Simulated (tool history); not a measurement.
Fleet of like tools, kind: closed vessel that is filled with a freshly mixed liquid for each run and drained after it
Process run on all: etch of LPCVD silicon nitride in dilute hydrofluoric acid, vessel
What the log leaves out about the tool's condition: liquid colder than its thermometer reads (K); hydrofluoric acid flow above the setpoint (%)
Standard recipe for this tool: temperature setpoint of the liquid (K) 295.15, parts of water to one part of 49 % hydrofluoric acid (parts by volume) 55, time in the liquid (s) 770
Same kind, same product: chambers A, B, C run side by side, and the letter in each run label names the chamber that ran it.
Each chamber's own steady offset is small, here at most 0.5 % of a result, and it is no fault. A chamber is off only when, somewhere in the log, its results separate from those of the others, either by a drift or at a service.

run,hour,temperature setpoint of the liquid (K),parts of water to one part of 49 % hydrofluoric acid (parts by volume),time in the liquid (s),hours since the thermometer was replaced,hours since the hydrofluoric acid flow meter was replaced,"read-back film thickness of the LPCVD silicon nitride reference wafer, read on the same gauge (nm)",thickness taken off the LPCVD silicon nitride on a monitor wafer (Å)
1A,8.6,295.15,55,770,1284.7,163.7,140,63.165
2C,21.1,295.15,55,770,24.2,107.6,139.97,62.694
3B,30.1,295.15,55,770,1603.4,909.9,140.01,63.223
4B,43.1,295.15,55,770,1616.4,922.9,139.99,63.077
5A,50.2,290.15,55,770,1326.3,205.3,139.99,44.502
6C,59.1,290.15,55,770,62.2,145.6,140.01,44.297
7C,73.7,290.15,55,770,76.8,160.2,140.03,44.138
8A,85.9,295.15,55,770,1362,241,139.99,63.243
9B,98.5,295.15,55,770,1671.8,978.3,139.95,62.979
10C,106.7,295.15,55,770,109.8,193.2,140.01,63.334
11B,121,295.15,55,770,1694.3,1000.8,139.98,63.243
12A,132.1,295.15,75,615,1408.2,287.2,140,36.992
13A,144.3,295.15,75,615,1420.4,299.4,140.01,36.88
14B,157.1,295.15,75,615,1730.4,1036.9,139.99,37.112
15C,170.8,295.15,55,770,173.9,257.3,139.99,63.114
16C,178.9,295.15,55,770,182,265.4,139.98,63.256
17A,191.1,295.15,55,770,1467.2,346.2,139.99,62.066
18B,205.1,295.15,55,770,1778.4,1084.9,140.02,62.807
19B,213.7,298.65,55,770,1787,1093.5,140.01,79.933
20C,223.8,298.65,55,770,226.9,310.3,140,80.455
21A,237.9,298.65,55,770,1514,393,140.01,79.049
22A,250.5,295.15,55,770,1526.6,405.6,140,61.999
23B,259.5,295.15,55,770,1832.8,1139.3,140.02,63.032
24C,267.9,295.15,55,770,271,354.4,140,62.829
25A,277,295.15,55,770,1553.1,432.1,140.01,61.819
26C,287.4,295.15,55,770,290.5,373.9,140,63.088
27B,297.6,295.15,55,770,1870.9,1177.4,140.03,63.144
28C,310.7,295.15,55,770,313.8,397.2,139.96,62.765
29A,320.8,295.15,55,770,1596.9,475.9,139.98,61.796
30B,328.9,295.15,55,770,1902.2,1208.7,139.99,62.975
31C,338.9,295.15,55,770,342,425.4,140.02,62.91
32A,353.9,295.15,55,770,1630,509,139.99,61.099
# hour 355.1: chamber B: thermometer replaced
33B,361.6,295.15,55,770,6.6,1241.4,140.03,62.78
34B,369,295.15,55,770,14,1248.8,139.98,63.244
35C,383.9,295.15,55,770,387,470.4,139.99,62.723
36A,392.3,295.15,55,770,1668.4,547.4,139.98,61.087
37B,407.2,299.65,55,1025,52.2,1287,140.01,112.88

Does one chamber stand apart from the rest, does the shared gauge drift, or is all well apart from small per-chamber offsets? Give the chamber and the most likely cause, where there is one.

One chamber, A, drifts off from the rest bit by bit.
Cause: liquid colder than its thermometer reads (K) = 0.525.
The log may not separate it from: hydrofluoric acid flow below the setpoint (%).

Which of the 4 candidates below, each the usual settings with something changed and its results left as question marks, puts chamber A back in line with what the other chambers give on the usual settings?
In-line tolerance around the mean of the other chambers on the usual settings: thickness taken off the LPCVD silicon nitride on a monitor wafer (Å) 0.81
38A-1,418.4,295.15,55,820,,,,?
38A-2,418.4,295.15,55,745,,,,?
38A-3,418.4,295.15,55,795,,,,?
38A-4,418.4,294.15,55,770,,,,?

The other chambers' mean on the usual settings: thickness taken off the LPCVD silicon nitride on a monitor wafer (Å) 62.959
run,thickness taken off the LPCVD silicon nitride on a monitor wafer (Å)
38A-1,64.917
38A-2,58.98
38A-3,62.938
38A-4,56.865
38A-3 brings the chamber back in line.
